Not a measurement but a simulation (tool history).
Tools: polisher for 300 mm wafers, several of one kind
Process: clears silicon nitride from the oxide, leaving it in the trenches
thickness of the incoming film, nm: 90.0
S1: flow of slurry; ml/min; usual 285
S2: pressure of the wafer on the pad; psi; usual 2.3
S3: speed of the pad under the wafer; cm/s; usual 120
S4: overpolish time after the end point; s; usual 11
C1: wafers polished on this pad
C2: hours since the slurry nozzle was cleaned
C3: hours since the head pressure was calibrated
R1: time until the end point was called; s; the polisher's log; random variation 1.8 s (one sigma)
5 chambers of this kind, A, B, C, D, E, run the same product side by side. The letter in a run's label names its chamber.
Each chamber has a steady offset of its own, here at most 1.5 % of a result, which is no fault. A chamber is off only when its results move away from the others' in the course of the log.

run,hour,S1,S2,S3,S4,C1,C2,C3,R1
# hour 5.7: chamber C: slurry nozzle cleaned
1D,7.8,285,2.3,120,11,259,121.1,855.7,95.418
2B,12.3,285,2.3,120,11,845,477.3,593.7,90.102
# hour 12.5: chamber A: slurry nozzle cleaned
3E,17.6,285,2.3,120,11,640,63.9,149.7,93.048
# hour 20.9: chamber B: worn pad replaced by a new one
4A,27.3,285,2.3,120,11,431,14.9,583.5,89.820
5C,35.6,285,2.3,120,11,429,29.9,190.3,91.250
# hour 36.7: chamber E: worn pad replaced by a new one
6E,42.0,285,1.8,120,14,49,88.3,174.1,114.600
7A,49.3,285,1.8,120,14,635,36.9,605.5,118.170
# hour 49.4: chamber A: head pressure recalibrated
8C,56.5,285,1.8,120,14,623,50.8,211.2,115.550
# hour 60.0: chamber D: worn pad replaced by a new one
9D,63.6,285,1.8,120,14,33,176.9,911.5,121.530
# hour 64.0: chamber C: worn pad replaced by a new one
# hour 69.5: chamber A: worn pad replaced by a new one
10B,73.7,285,1.8,120,14,490,538.7,655.1,114.900
11E,80.3,285,2.3,140,11,405,126.6,212.4,76.761
12B,87.0,285,2.3,140,11,613,552.0,668.4,80.595
13A,94.8,285,2.3,140,11,235,82.4,45.5,80.431
14D,100.8,285,2.3,140,11,378,214.1,948.7,79.655
15C,110.0,285,2.3,140,11,427,104.3,264.7,82.788
16E,116.0,285,2.3,120,11,736,162.3,248.1,91.624
17D,126.1,285,2.3,120,11,613,239.4,974.0,92.200
# hour 126.4: chamber E: worn pad replaced by a new one
18A,133.2,285,1.9,120,14,591,120.8,83.9,110.500
# hour 133.6: chamber B: worn pad replaced by a new one
# hour 134.7: chamber D: worn pad replaced by a new one
19B,139.6,285,1.9,120,14,55,604.6,721.0,113.630
20C,145.0,285,1.9,120,14,751,139.3,299.7,109.110
# hour 145.5: chamber C: worn pad replaced by a new one
21D,152.7,285,1.9,120,14,167,266.0,1000.6,114.020
# hour 155.5: chamber A: worn pad replaced by a new one
22E,157.9,285,1.9,120,14,292,204.2,290.0,109.700
23B,165.6,285,2.3,120,11,297,630.6,747.0,89.665
24A,171.8,285,2.3,120,11,151,159.4,122.5,95.460
25C,181.3,285,2.3,120,11,332,175.6,336.0,94.324
26C,191.4,285,2.3,120,11,426,185.7,346.1,92.432
27A,200.2,205,2.0,120,11,414,187.8,150.9,107.410
28E,205.9,205,2.0,120,11,738,252.2,338.0,107.230
# hour 211.6: chamber E: worn pad replaced by a new one
29B,212.4,205,2.0,120,11,731,677.4,793.8,112.750
30D,217.2,205,2.0,120,11,765,330.5,1065.1,111.980
31E,224.9,205,2.0,120,11,123,271.2,357.0,107.260
# hour 226.0: chamber D: worn pad replaced by a new one
32D,234.7,285,2.3,120,11,81,348.0,1082.6,92.213

All 5 chambers run these settings next. Forecast each chamber's results:
33A,242.0,285,2.7,120,11,,,,?
33B,242.0,285,2.7,120,11,,,,?
33C,242.0,285,2.7,120,11,,,,?
33D,242.0,285,2.7,120,11,,,,?
33E,242.0,285,2.7,120,11,,,,?

run,R1
33A,80.693
33B,77.560
33C,80.222
33D,79.169
33E,78.263

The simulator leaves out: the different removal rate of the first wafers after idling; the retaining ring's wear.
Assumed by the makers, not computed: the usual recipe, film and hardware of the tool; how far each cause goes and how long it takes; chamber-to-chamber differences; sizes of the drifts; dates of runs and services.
